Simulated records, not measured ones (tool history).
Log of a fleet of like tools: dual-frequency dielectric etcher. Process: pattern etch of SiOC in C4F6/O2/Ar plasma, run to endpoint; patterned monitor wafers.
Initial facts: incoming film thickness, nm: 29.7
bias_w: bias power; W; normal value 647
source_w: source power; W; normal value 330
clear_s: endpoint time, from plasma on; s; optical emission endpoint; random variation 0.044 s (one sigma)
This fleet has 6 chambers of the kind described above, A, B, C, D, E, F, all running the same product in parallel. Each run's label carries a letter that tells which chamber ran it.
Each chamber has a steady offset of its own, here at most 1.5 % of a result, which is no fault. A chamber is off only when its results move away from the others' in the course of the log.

run	hour	bias_w	source_w	clear_s
1F	3.3	647	330	9.7246
2C	5.4	647	330	9.7154
3B	9.2	647	330	9.7319
4D	13.1	647	330	9.7621
5A	16.5	647	330	9.7828
6E	19.2	647	330	9.6594
7A	22.6	647	330	9.7109
8B	25.8	647	330	9.8404
9C	30.0	490	330	10.7450
10E	32.4	490	330	10.7140
11F	34.9	490	330	10.6730
12D	38.9	490	330	10.8920
13E	40.8	490	330	10.7810
14B	43.0	490	330	10.9050
15D	46.4	647	330	9.7875
16C	49.6	647	330	9.6956
17A	51.7	647	330	9.7063
18F	54.2	647	330	9.6125
19F	56.2	647	330	9.6827
20B	58.4	647	330	9.8900
21E	61.5	647	330	9.7403
22D	63.9	647	330	9.8457
23C	65.8	647	330	9.6142
24A	68.2	647	330	9.7434
25D	71.3	647	330	9.7490
26E	74.4	647	330	9.6961
27C	78.0	762	290	9.4008
28A	81.8	762	290	9.5232
29F	85.3	762	290	9.5011
30B	89.0	762	290	9.6330
31E	92.3	762	290	9.4455
32A	95.1	762	290	9.5299
33C	98.2	647	250	10.5290
34D	101.5	647	250	10.7930
35F	105.3	647	250	10.7130
36B	108.3	647	250	10.8050
37E	112.5	647	250	10.6490
# hour 113.3: chamber E: wet clean of the chamber
38D	116.3	647	250	10.8450
39F	118.8	647	330	9.7324
40B	122.6	647	330	9.8641
41C	125.9	647	330	9.4149
42A	129.8	647	330	9.6830
43E	134.0	647	330	9.6807

All 6 chambers run these settings next. Forecast each chamber's results:
44A	137.1	647	330	?
44B	137.1	647	330	?
44C	137.1	647	330	?
44D	137.1	647	330	?
44E	137.1	647	330	?
44F	137.1	647	330	?

run	clear_s
44A	9.7149
44B	9.9392
44C	9.4032
44D	9.8735
44E	9.6419
44F	9.6504
